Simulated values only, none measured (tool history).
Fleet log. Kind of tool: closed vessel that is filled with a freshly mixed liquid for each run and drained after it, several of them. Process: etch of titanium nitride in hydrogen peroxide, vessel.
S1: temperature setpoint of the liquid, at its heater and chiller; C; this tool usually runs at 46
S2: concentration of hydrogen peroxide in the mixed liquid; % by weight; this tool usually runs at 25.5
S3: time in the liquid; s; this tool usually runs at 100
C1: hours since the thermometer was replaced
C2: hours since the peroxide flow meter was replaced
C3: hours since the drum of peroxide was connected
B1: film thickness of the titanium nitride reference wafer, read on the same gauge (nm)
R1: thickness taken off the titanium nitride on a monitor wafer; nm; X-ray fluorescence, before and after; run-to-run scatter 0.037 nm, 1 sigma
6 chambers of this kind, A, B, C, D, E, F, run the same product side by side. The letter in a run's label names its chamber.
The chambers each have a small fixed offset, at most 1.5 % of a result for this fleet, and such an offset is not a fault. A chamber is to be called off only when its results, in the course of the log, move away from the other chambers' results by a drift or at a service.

Run 1E, hour 5.6: usual settings; C1 235; C2 1192.6; C3 845.6; B1 70.053. Result: R1 6.6378 nm.
Run 2C, hour 12.8: usual settings; C1 333.4; C2 32.8; C3 1087.9; B1 70.029. Result: R1 6.4915 nm.
Run 3B, hour 19.8: usual settings; C1 1493.9; C2 1021.3; C3 73; B1 70. Result: R1 6.4704 nm.
Run 4D, hour 29.8: usual settings; C1 367.9; C2 1926.1; C3 221.1; B1 69.951. Result: R1 6.5271 nm.
Run 5F, hour 38: usual settings; C1 46.7; C2 552.7; C3 89.1; B1 69.949. Result: R1 6.4694 nm.
Run 6A, hour 47: usual settings but S1 54 C, S3 55 s; C1 81.5; C2 375.9; C3 632.3; B1 69.958. Result: R1 6.3766 nm.
At hour 53.3: chamber D: peroxide flow meter replaced.
Run 7D, hour 55.2: usual settings but S1 54 C, S3 55 s; C1 393.3; C2 1.9; C3 246.5; B1 70.006. Result: R1 6.3763 nm.
Run 8B, hour 65.6: usual settings but S1 54 C, S3 55 s; C1 1539.7; C2 1067.1; C3 118.8; B1 70.024. Result: R1 6.4406 nm.
Run 9A, hour 70.5: usual settings but S1 54 C, S3 55 s; C1 105; C2 399.4; C3 655.8; B1 69.99. Result: R1 6.3484 nm.
Run 10F, hour 75.4: usual settings but S1 54 C, S3 55 s; C1 84.1; C2 590.1; C3 126.5; B1 69.995. Result: R1 6.3368 nm.
Run 11E, hour 84.9: usual settings but S1 54 C, S3 55 s; C1 314.3; C2 1271.9; C3 924.9; B1 70.004. Result: R1 6.428 nm.
Run 12C, hour 95.2: usual settings; C1 415.8; C2 115.2; C3 1170.3; B1 70.034. Result: R1 6.4777 nm.
Run 13F, hour 102.6: usual settings; C1 111.3; C2 617.3; C3 153.7; B1 69.991. Result: R1 6.485 nm.
Run 14A, hour 113.2: usual settings; C1 147.7; C2 442.1; C3 698.5; B1 70.018. Result: R1 6.5009 nm.
Run 15D, hour 121.7: usual settings; C1 459.8; C2 68.4; C3 313; B1 69.96. Result: R1 6.4118 nm.
Run 16B, hour 131.9: usual settings but S1 38.5 C, S3 125 s; C1 1606; C2 1133.4; C3 185.1; B1 69.998. Result: R1 4.6017 nm.
Run 17C, hour 142.1: usual settings but S1 38.5 C, S3 125 s; C1 462.7; C2 162.1; C3 1217.2; B1 69.996. Result: R1 4.545 nm.
Run 18E, hour 147.4: usual settings but S1 38.5 C, S3 125 s; C1 376.8; C2 1334.4; C3 987.4; B1 70.013. Result: R1 4.7014 nm.
Run 19D, hour 156.3: usual settings but S1 38.5 C, S3 125 s; C1 494.4; C2 103; C3 347.6; B1 69.982. Result: R1 4.5593 nm.
Run 20C, hour 166.3: usual settings but S1 38.5 C, S3 125 s; C1 486.9; C2 186.3; C3 1241.4; B1 70.004. Result: R1 4.5257 nm.
Run 21F, hour 175.9: usual settings but S1 38.5 C, S3 125 s; C1 184.6; C2 690.6; C3 227; B1 69.98. Result: R1 4.5962 nm.
Run 22B, hour 181.3: usual settings but S2 28.5 % by weight, S3 80 s; C1 1655.4; C2 1182.8; C3 234.5; B1 69.979. Result: R1 5.3649 nm.
Run 23E, hour 188.4: usual settings but S2 28.5 % by weight, S3 80 s; C1 417.8; C2 1375.4; C3 1028.4; B1 70.02. Result: R1 5.4137 nm.
Run 24A, hour 198.6: usual settings but S2 28.5 % by weight, S3 80 s; C1 233.1; C2 527.5; C3 783.9; B1 69.995. Result: R1 5.4062 nm.
Run 25F, hour 208.6: usual settings but S2 28.5 % by weight, S3 80 s; C1 217.3; C2 723.3; C3 259.7; B1 70.015. Result: R1 5.3339 nm.
Run 26B, hour 216.5: usual settings but S2 28.5 % by weight, S3 80 s; C1 1690.6; C2 1218; C3 269.7; B1 69.991. Result: R1 5.371 nm.
Run 27E, hour 227.1: usual settings but S2 28.5 % by weight, S3 80 s; C1 456.5; C2 1414.1; C3 1067.1; B1 69.96. Result: R1 5.3957 nm.
Run 28A, hour 236.6: usual settings; C1 271.1; C2 565.5; C3 821.9; B1 69.977. Result: R1 6.5811 nm.
Run 29D, hour 247: usual settings; C1 585.1; C2 193.7; C3 438.3; B1 69.977. Result: R1 6.4455 nm.
At hour 254.1: chamber E: new drum of peroxide connected.
Run 30C, hour 255.7: usual settings; C1 576.3; C2 275.7; C3 1330.8; B1 69.965. Result: R1 6.214 nm.
Run 31A, hour 261.6: usual settings; C1 296.1; C2 590.5; C3 846.9; B1 70.013. Result: R1 6.4757 nm.
Run 32D, hour 267.5: usual settings; C1 605.6; C2 214.2; C3 458.8; B1 69.965. Result: R1 6.4502 nm.
At hour 269.1: chamber D: thermometer replaced.
At hour 275.9: chamber C: new drum of peroxide connected.
Run 33F, hour 277.7: usual settings; C1 286.4; C2 792.4; C3 328.8; B1 70.009. Result: R1 6.4794 nm.
Run 34E, hour 285.9: usual settings; C1 515.3; C2 1472.9; C3 31.9; B1 69.962. Result: R1 6.5533 nm.
Run 35B, hour 293.8: usual settings; C1 1767.9; C2 1295.3; C3 347; B1 69.988. Result: R1 6.481 nm.
Run 36C, hour 300.2: usual settings but S3 145 s; C1 620.8; C2 320.2; C3 24.3; B1 69.974. Result: R1 8.8594 nm.
Run 37D, hour 308.2: usual settings but S3 145 s; C1 39.2; C2 254.9; C3 499.5; B1 70.004. Result: R1 9.3637 nm.
Run 38C, hour 316.3: usual settings but S3 145 s; C1 636.9; C2 336.3; C3 40.4; B1 69.988. Result: R1 8.7769 nm.
Run 39A, hour 323.6: usual settings but S3 145 s; C1 358.1; C2 652.5; C3 908.9; B1 69.974. Result: R1 9.4274 nm.
Run 40B, hour 331.8: usual settings but S3 145 s; C1 1805.9; C2 1333.3; C3 385; B1 69.983. Result: R1 9.5007 nm.
Run 41F, hour 339.8: usual settings but S3 145 s; C1 348.5; C2 854.5; C3 390.9; B1 69.987. Result: R1 9.4304 nm.
Run 42E, hour 348.6: usual settings; C1 578; C2 1535.6; C3 94.6; B1 70.005. Result: R1 6.5278 nm.
Run 43D, hour 359.1: usual settings; C1 90.1; C2 305.8; C3 550.4; B1 69.982. Result: R1 6.399 nm.
Run 44A, hour 367.7: usual settings; C1 402.2; C2 696.6; C3 953; B1 70.025. Result: R1 6.4898 nm.

All chambers now run identical settings, listed one chamber a line with results as question marks. What results will each chamber show?
Run 45A, hour 375.4: usual settings. Result: R1 ?.
Run 45B, hour 375.4: usual settings. Result: R1 ?.
Run 45C, hour 375.4: usual settings. Result: R1 ?.
Run 45D, hour 375.4: usual settings. Result: R1 ?.
Run 45E, hour 375.4: usual settings. Result: R1 ?.
Run 45F, hour 375.4: usual settings. Result: R1 ?.

run      R1
45A  6.5241
45B  6.4713
45C  5.9441
45D  6.4785
45E  6.5148
45F  6.4551
